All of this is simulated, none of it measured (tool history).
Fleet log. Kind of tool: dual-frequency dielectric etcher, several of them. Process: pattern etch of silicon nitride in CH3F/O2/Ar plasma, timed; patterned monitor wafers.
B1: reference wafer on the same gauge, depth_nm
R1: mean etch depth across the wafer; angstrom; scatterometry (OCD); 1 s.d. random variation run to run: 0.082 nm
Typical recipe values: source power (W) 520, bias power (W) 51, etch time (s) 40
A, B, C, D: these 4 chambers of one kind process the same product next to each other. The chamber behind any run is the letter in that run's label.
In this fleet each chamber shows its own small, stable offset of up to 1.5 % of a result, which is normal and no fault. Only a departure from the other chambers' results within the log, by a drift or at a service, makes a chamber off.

{"run": "1D", "hour": 9.7, "source power (W)": 520, "bias power (W)": 51, "etch time (s)": 40, "B1": 30.795, "R1": 276.59}
{"run": "2B", "hour": 17.9, "source power (W)": 520, "bias power (W)": 51, "etch time (s)": 40, "B1": 30.815, "R1": 272.33}
{"run": "3A", "hour": 27.3, "source power (W)": 520, "bias power (W)": 51, "etch time (s)": 40, "B1": 30.785, "R1": 276.39}
{"run": "4C", "hour": 37.9, "source power (W)": 520, "bias power (W)": 51, "etch time (s)": 40, "B1": 30.814, "R1": 277.97}
{"run": "5A", "hour": 47.1, "source power (W)": 570, "bias power (W)": 51, "etch time (s)": 40, "B1": 30.798, "R1": 288.25}
{"run": "6D", "hour": 52.6, "source power (W)": 570, "bias power (W)": 51, "etch time (s)": 40, "B1": 30.804, "R1": 287.75}
{"run": "7C", "hour": 61.2, "source power (W)": 570, "bias power (W)": 51, "etch time (s)": 40, "B1": 30.802, "R1": 286.15}
{"run": "8B", "hour": 69.2, "source power (W)": 570, "bias power (W)": 51, "etch time (s)": 40, "B1": 30.819, "R1": 283.05}
{"run": "9C", "hour": 77.9, "source power (W)": 520, "bias power (W)": 51, "etch time (s)": 40, "B1": 30.789, "R1": 277.77}
{"run": "10A", "hour": 89.0, "source power (W)": 520, "bias power (W)": 51, "etch time (s)": 40, "B1": 30.81, "R1": 277.06}
{"run": "11D", "hour": 98.8, "source power (W)": 520, "bias power (W)": 51, "etch time (s)": 40, "B1": 30.783, "R1": 279.22}
{"run": "12B", "hour": 108.4, "source power (W)": 600, "bias power (W)": 51, "etch time (s)": 40, "B1": 30.822, "R1": 290.59}
{"hour": 114.7, "done": "chamber B: wet clean of the chamber"}
{"run": "13C", "hour": 119.0, "source power (W)": 600, "bias power (W)": 51, "etch time (s)": 40, "B1": 30.815, "R1": 292.71}
{"run": "14B", "hour": 127.0, "source power (W)": 600, "bias power (W)": 51, "etch time (s)": 40, "B1": 30.78, "R1": 290.13}
{"run": "15A", "hour": 135.9, "source power (W)": 600, "bias power (W)": 51, "etch time (s)": 40, "B1": 30.804, "R1": 294.14}
{"run": "16D", "hour": 146.9, "source power (W)": 520, "bias power (W)": 51, "etch time (s)": 40, "B1": 30.808, "R1": 277.13}
{"run": "17C", "hour": 154.0, "source power (W)": 520, "bias power (W)": 51, "etch time (s)": 40, "B1": 30.802, "R1": 275.45}
{"run": "18B", "hour": 159.9, "source power (W)": 520, "bias power (W)": 51, "etch time (s)": 40, "B1": 30.784, "R1": 273.87}
{"run": "19A", "hour": 168.1, "source power (W)": 520, "bias power (W)": 51, "etch time (s)": 40, "B1": 30.818, "R1": 278.55}
{"run": "20D", "hour": 176.6, "source power (W)": 520, "bias power (W)": 51, "etch time (s)": 40, "B1": 30.803, "R1": 277.23}
{"run": "21D", "hour": 186.3, "source power (W)": 610, "bias power (W)": 51, "etch time (s)": 40, "B1": 30.803, "R1": 293.87}
{"run": "22B", "hour": 196.1, "source power (W)": 610, "bias power (W)": 51, "etch time (s)": 40, "B1": 30.791, "R1": 292.09}
{"run": "23A", "hour": 201.2, "source power (W)": 610, "bias power (W)": 51, "etch time (s)": 40, "B1": 30.811, "R1": 300.41}
{"run": "24C", "hour": 206.2, "source power (W)": 610, "bias power (W)": 51, "etch time (s)": 40, "B1": 30.815, "R1": 294.27}
{"hour": 210.8, "done": "chamber D: wet clean of the chamber"}
{"run": "25A", "hour": 216.3, "source power (W)": 520, "bias power (W)": 51, "etch time (s)": 40, "B1": 30.781, "R1": 282.27}
{"run": "26D", "hour": 223.4, "source power (W)": 520, "bias power (W)": 51, "etch time (s)": 40, "B1": 30.786, "R1": 276.89}
{"run": "27C", "hour": 230.6, "source power (W)": 520, "bias power (W)": 51, "etch time (s)": 40, "B1": 30.807, "R1": 276.22}
{"run": "28B", "hour": 235.5, "source power (W)": 520, "bias power (W)": 56, "etch time (s)": 46, "B1": 30.793, "R1": 323.65}
{"run": "29A", "hour": 240.7, "source power (W)": 520, "bias power (W)": 56, "etch time (s)": 46, "B1": 30.812, "R1": 334.18}
{"run": "30C", "hour": 251.9, "source power (W)": 520, "bias power (W)": 56, "etch time (s)": 46, "B1": 30.81, "R1": 328.42}
{"run": "31D", "hour": 257.2, "source power (W)": 520, "bias power (W)": 56, "etch time (s)": 46, "B1": 30.816, "R1": 327.76}
{"run": "32B", "hour": 264.6, "source power (W)": 520, "bias power (W)": 51, "etch time (s)": 40, "B1": 30.78, "R1": 274.87}
{"run": "33A", "hour": 274.0, "source power (W)": 520, "bias power (W)": 51, "etch time (s)": 40, "B1": 30.794, "R1": 283.14}
{"run": "34B", "hour": 280.2, "source power (W)": 520, "bias power (W)": 44, "etch time (s)": 48.5, "B1": 30.785, "R1": 318.69}
{"run": "35C", "hour": 286.7, "source power (W)": 520, "bias power (W)": 44, "etch time (s)": 48.5, "B1": 30.781, "R1": 319.98}
{"run": "36D", "hour": 294.3, "source power (W)": 520, "bias power (W)": 44, "etch time (s)": 48.5, "B1": 30.789, "R1": 323.59}
{"run": "37A", "hour": 303.3, "source power (W)": 520, "bias power (W)": 44, "etch time (s)": 48.5, "B1": 30.807, "R1": 328.67}
{"run": "38B", "hour": 308.6, "source power (W)": 520, "bias power (W)": 51, "etch time (s)": 40, "B1": 30.799, "R1": 273.89}
{"run": "39C", "hour": 315.8, "source power (W)": 520, "bias power (W)": 51, "etch time (s)": 40, "B1": 30.824, "R1": 276.53}
{"run": "40D", "hour": 326.1, "source power (W)": 520, "bias power (W)": 51, "etch time (s)": 40, "B1": 30.817, "R1": 276.39}
{"run": "41A", "hour": 332.6, "source power (W)": 520, "bias power (W)": 51, "etch time (s)": 40, "B1": 30.824, "R1": 285.45}
{"run": "42D", "hour": 340.5, "source power (W)": 520, "bias power (W)": 51, "etch time (s)": 40, "B1": 30.807, "R1": 277.68}
{"run": "43C", "hour": 347.3, "source power (W)": 520, "bias power (W)": 51, "etch time (s)": 40, "B1": 30.825, "R1": 276.49}
{"run": "44B", "hour": 357.6, "source power (W)": 520, "bias power (W)": 51, "etch time (s)": 40, "B1": 30.791, "R1": 274.25}

The same settings go to every chamber for the next run, one line per chamber below. Forecast the results for each:
{"run": "45A", "hour": 365.6, "source power (W)": 520, "bias power (W)": 46, "etch time (s)": 40, "R1": "?"}
{"run": "45B", "hour": 365.6, "source power (W)": 520, "bias power (W)": 46, "etch time (s)": 40, "R1": "?"}
{"run": "45C", "hour": 365.6, "source power (W)": 520, "bias power (W)": 46, "etch time (s)": 40, "R1": "?"}
{"run": "45D", "hour": 365.6, "source power (W)": 520, "bias power (W)": 46, "etch time (s)": 40, "R1": "?"}

run=45A R1=278.26
run=45B R1=265.7
run=45C R1=267.75
run=45D R1=268.77
